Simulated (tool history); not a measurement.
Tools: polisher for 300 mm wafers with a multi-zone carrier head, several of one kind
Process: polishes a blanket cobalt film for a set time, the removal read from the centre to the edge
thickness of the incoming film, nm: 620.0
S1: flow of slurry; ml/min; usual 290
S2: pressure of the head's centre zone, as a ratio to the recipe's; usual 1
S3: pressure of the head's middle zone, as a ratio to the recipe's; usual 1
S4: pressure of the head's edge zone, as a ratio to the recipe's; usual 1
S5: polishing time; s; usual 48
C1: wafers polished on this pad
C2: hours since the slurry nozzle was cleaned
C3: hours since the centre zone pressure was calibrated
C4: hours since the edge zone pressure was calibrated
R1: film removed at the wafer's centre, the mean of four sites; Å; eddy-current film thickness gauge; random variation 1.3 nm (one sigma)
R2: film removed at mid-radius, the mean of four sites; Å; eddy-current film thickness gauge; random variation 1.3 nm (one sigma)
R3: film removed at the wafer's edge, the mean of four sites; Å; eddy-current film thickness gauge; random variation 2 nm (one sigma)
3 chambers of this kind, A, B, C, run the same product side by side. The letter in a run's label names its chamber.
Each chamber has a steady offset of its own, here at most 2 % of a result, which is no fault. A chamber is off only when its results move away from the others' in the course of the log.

run	day	S1	S2	S3	S4	S5	C1	C2	C3	C4	R1	R2	R3
1B	0.379	290	1	1	1	48	480	21.2	291.5	908.6	2046.4	2041.9	2032.5
2A	0.762	290	1	1	1	48	994	293.2	270	472.9	2063.5	2005.2	2067.3
# day 1: chamber C: worn pad replaced by a new one
3C	1.233	290	1	1	1	48	81	417.2	238	124.4	2023.4	2058.1	2062.9
# day 1.425: chamber A: worn pad replaced by a new one
4C	1.45	290	1	1	1	48	156	422.4	243.2	129.6	2039.8	2086.5	2011.5
5B	1.9	290	1	1	1	48	1010	57.7	328	945.1	2031.8	2024.6	2071.9
# day 1.95: chamber B: worn pad replaced by a new one
6A	2.338	290	1	1	1	48	318	331	307.8	510.7	2055.9	2010	2049.3
# day 2.546: chamber A: edge zone pressure recalibrated
7B	2.729	290	1	0.91	1	48	271	77.6	347.9	965	2027.1	1845.4	2037.8
8C	3.017	290	1	0.91	1	48	702	460	280.8	167.2	2043.3	1874.9	1992.6
9A	3.408	290	1	0.91	1	48	691	356.7	333.5	20.7	2049.1	1829.6	2006.2
10C	3.638	290	1	1	1	48	918	474.9	295.7	182.1	2037.1	2086.8	2007.6
# day 3.758: chamber C: worn pad replaced by a new one
11A	3.988	290	1	1	1	48	893	370.6	347.4	34.6	2067.1	2024.4	2070.5
12B	4.271	290	1	1	1	48	808	114.6	384.9	1002	2038.9	2022.8	2042.9
13A	4.542	290	1	1	1	48	1085	383.9	360.7	47.9	2044	1979.3	2039.1
# day 4.904: chamber A: worn pad replaced by a new one
14B	4.988	290	1	1	1	48	1057	131.8	402.1	1019.2	2055.8	2043.1	2062.3
# day 5.304: chamber B: worn pad replaced by a new one
15C	5.454	290	1	1	1	48	590	518.5	339.3	225.7	2033.2	2100.6	2058.3
16B	5.871	290	1	1	1	48	197	153	423.3	1040.4	2040.6	2042	2011
17C	6.129	290	1	1	1	48	825	534.7	355.5	241.9	2025.4	2091.7	1964.1
18A	6.521	290	1	1	0.89	57	563	431.4	408.2	95.4	2432.6	2374.4	2316.3
# day 6.825: chamber C: worn pad replaced by a new one
19A	6.846	290	1	1	0.89	57	676	439.2	416	103.2	2410.6	2351.6	2254.4
20B	7.1	290	1	1	0.89	57	625	182.5	452.8	1069.9	2469.1	2419	2283.3
21C	7.325	290	1	1	1	48	174	563.4	384.2	270.6	2027.8	2075.3	2016.2
22B	7.642	290	1	1	1	48	814	195.5	465.8	1082.9	2059	2042.4	2053
# day 7.996: chamber A: worn pad replaced by a new one
23C	8.112	290	1	1	1	48	448	582.3	403.1	289.5	2027.9	2058.7	2007.3
24A	8.412	290	1	1	1	48	145	476.8	453.6	140.8	2008.4	1966.9	2031.9
25A	8.712	290	1.04	1.09	1	48	249	484	460.8	148	2119.2	2141.4	2041.1
# day 8.917: chamber B: worn pad replaced by a new one
26C	9.017	290	1.04	1.09	1	48	763	604	424.8	311.2	2146.6	2255.2	2014.9
27B	9.396	290	1.04	1.09	1	48	167	237.6	507.9	1125	2167.8	2202.6	2069.1
28B	9.771	290	1	1	1	48	298	246.6	516.9	1134	2052.4	2043.7	2019.7
# day 9.812: chamber C: worn pad replaced by a new one
29A	10.229	290	1	1	1	48	777	520.4	497.2	184.4	1986.7	1974.8	2011.3
30C	10.438	290	1.06	1	1	59	217	638.1	458.9	345.3	2645	2551.9	2470.4
31B	10.858	290	1.06	1	1	59	677	272.7	543	1160.1	2704.8	2479	2528
32C	11.154	290	1.06	1	1	59	467	655.3	476.1	362.5	2629.7	2525.7	2464.8
# day 11.171: chamber A: worn pad replaced by a new one
33A	11.588	290	1	1	1	48	146	553	529.8	217	2010.8	1958.9	2011.2
34A	12.017	290	1	1	1	48	295	563.3	540.1	227.3	2011.5	1973.6	2027.5
# day 12.321: chamber B: worn pad replaced by a new one
35C	12.454	290	1	1	1	48	919	686.5	507.3	393.7	2042.9	2083.8	2012.7
36B	12.925	290	1	1	1	48	210	322.3	592.6	1209.7	2063.2	2017	2074.6
# day 13.017: chamber C: worn pad replaced by a new one
37B	13.367	290	1	1	1	48	364	332.9	603.2	1220.3	2057.1	2026.9	2033.3
38C	13.792	290	1	1	1	48	271	718.6	539.4	425.8	2040.1	2059.2	2002.9
39A	14.204	290	1	1	1	48	1056	615.8	592.6	279.8	1984.3	1961.8	2000.6
40B	14.592	290	1	1	1	48	790	362.3	632.6	1249.7	2045.4	2036.8	2018.2
# day 14.658: chamber A: worn pad replaced by a new one
41A	14.992	290	1	1	1	48	116	634.7	611.5	298.7	1962.7	1967	2013.8
# day 15.158: chamber B: worn pad replaced by a new one
42C	15.346	290	0.93	1	1	48	812	755.9	576.7	463.1	1869.5	2082.9	2011.5
43C	15.746	290	0.93	1	1	48	951	765.5	586.3	472.7	1852.4	2057.2	2035.5
44B	16.104	290	0.93	1	1	48	330	398.6	668.9	1286	1901.1	2036.4	2039.4

All 3 chambers run these settings next. Forecast each chamber's results:
45A	16.45	290	1	1	1	48					?	?	?
45B	16.45	290	1	1	1	48					?	?	?
45C	16.45	290	1	1	1	48					?	?	?

run	R1	R2	R3
45A	1954.3	1929.8	2001.4
45B	2057.7	2053.6	2034.7
45C	2040.7	2070	2027.7
